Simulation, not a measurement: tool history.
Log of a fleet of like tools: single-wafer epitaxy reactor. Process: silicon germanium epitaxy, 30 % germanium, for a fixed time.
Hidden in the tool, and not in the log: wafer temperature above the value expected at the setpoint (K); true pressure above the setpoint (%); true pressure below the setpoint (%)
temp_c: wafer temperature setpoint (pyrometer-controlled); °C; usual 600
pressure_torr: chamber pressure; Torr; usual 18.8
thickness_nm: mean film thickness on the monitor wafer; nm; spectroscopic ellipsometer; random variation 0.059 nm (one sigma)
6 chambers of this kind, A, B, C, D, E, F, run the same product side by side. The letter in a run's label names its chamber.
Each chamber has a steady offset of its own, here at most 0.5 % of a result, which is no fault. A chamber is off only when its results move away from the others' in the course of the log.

run   hour  temp_c  pressure_torr  hours since the last pyrometer calibration  hours since the last manometer calibration  read-back reference wafer on the same gauge, thickness_nm  thickness_nm
       3.2  -- chamber C: capacitance manometer re-zeroed and calibrated
 1E    7.3     600           18.8                                      1807.6                                       316.0                                                     53.892        57.590
 2C   15.6     600           18.8                                      1350.8                                        12.4                                                     53.884        57.513
 3D   24.0     600           18.8                                       116.2                                      1256.5                                                     53.886        57.420
 4A   33.8     600           18.8                                       182.4                                      1603.2                                                     53.884        57.408
 5B   42.3     600           18.8                                       708.4                                       413.2                                                     53.868        57.415
 6F   49.3     600           18.8                                      1089.4                                      2196.7                                                     53.855        57.220
 7F   54.9     600           18.8                                      1095.0                                      2202.3                                                     53.872        57.352
 8C   61.3     600           18.8                                      1396.5                                        58.1                                                     53.870        57.527
 9D   67.5     600           18.8                                       159.7                                      1300.0                                                     53.857        57.492
10E   73.1     600           17.1                                      1873.4                                       381.8                                                     53.869        55.356
11B   81.6     600           17.1                                       747.7                                       452.5                                                     53.846        55.294
12A   86.4     600           17.1                                       235.0                                      1655.8                                                     53.848        55.425
13B   95.4     600           17.1                                       761.5                                       466.3                                                     53.850        55.287
14C  102.0     600           17.1                                      1437.2                                        98.8                                                     53.836        55.378
15A  111.0     600           17.1                                       259.6                                      1680.4                                                     53.828        55.371
16D  119.1     600           18.8                                       211.3                                      1351.6                                                     53.827        57.526
17E  124.3     600           18.8                                      1924.6                                       433.0                                                     53.815        57.401
18F  134.5     605           22.9                                      1174.6                                      2281.9                                                     53.812        67.722
19F  144.1     605           22.9                                      1184.2                                      2291.5                                                     53.796        67.707
20A  152.6     605           22.9                                       301.2                                      1722.0                                                     53.785        68.062
21C  163.5     605           22.9                                      1498.7                                       160.3                                                     53.791        68.145
22B  173.8     605           22.9                                       839.9                                       544.7                                                     53.783        67.762
23E  183.0     605           22.9                                      1983.3                                       491.7                                                     53.790        67.932
24D  192.5     600           18.8                                       284.7                                      1425.0                                                     53.775        57.461
     192.9  -- chamber F: pyrometer calibrated
25C  202.3     600           18.8                                      1537.5                                       199.1                                                     53.763        57.465
26F  212.1     600           18.8                                        19.3                                      2359.5                                                     53.775        57.233
27B  222.3     600           18.8                                       888.4                                       593.2                                                     53.758        57.297
28E  228.6     600           18.8                                      2028.9                                       537.3                                                     53.751        57.306
29D  236.7     600           18.8                                       328.9                                      1469.2                                                     53.751        57.460
30A  244.3     600           18.8                                       392.9                                      1813.7                                                     53.735        57.392
     251.4  -- chamber D: capacitance manometer re-zeroed and calibrated
31C  254.2     612           18.8                                      1589.4                                       251.0                                                     53.735        71.432
32F  261.9     612           18.8                                        69.1                                      2409.3                                                     53.740        70.879
33D  267.6     612           18.8                                       359.8                                        16.3                                                     53.721        71.534
34B  277.4     612           18.8                                       943.5                                       648.3                                                     53.717        71.129
     281.3  -- chamber A: capacitance manometer re-zeroed and calibrated
35E  282.9     612           18.8                                      2083.2                                       591.6                                                     53.730        70.832
36A  287.9     612           18.8                                       436.5                                         6.7                                                     53.721        71.458
     290.1  -- chamber E: pyrometer calibrated
37D  295.6     600           18.8                                       387.8                                        44.3                                                     53.703        57.328
38F  305.7     600           18.8                                       112.9                                      2453.1                                                     53.723        57.099
39B  311.8     600           18.8                                       977.9                                       682.7                                                     53.707        57.122
40C  318.6     600           18.8                                      1653.8                                       315.4                                                     53.713        57.346
41A  326.3     606           16.1                                       474.9                                        45.1                                                     53.689        60.112
42E  336.9     606           16.1                                        46.9                                       645.6                                                     53.675        59.979
43B  344.5     606           16.1                                      1010.6                                       715.4                                                     53.685        60.133

What goes on in this fleet: one chamber off, a drifting gauge, or nothing beyond the chambers' own small offsets? Name the chamber and the cause, if any.

The gauge drifts, so all chambers seem to drift together. No chamber is off.
Cause: gauge reads low (%) = 0.421.
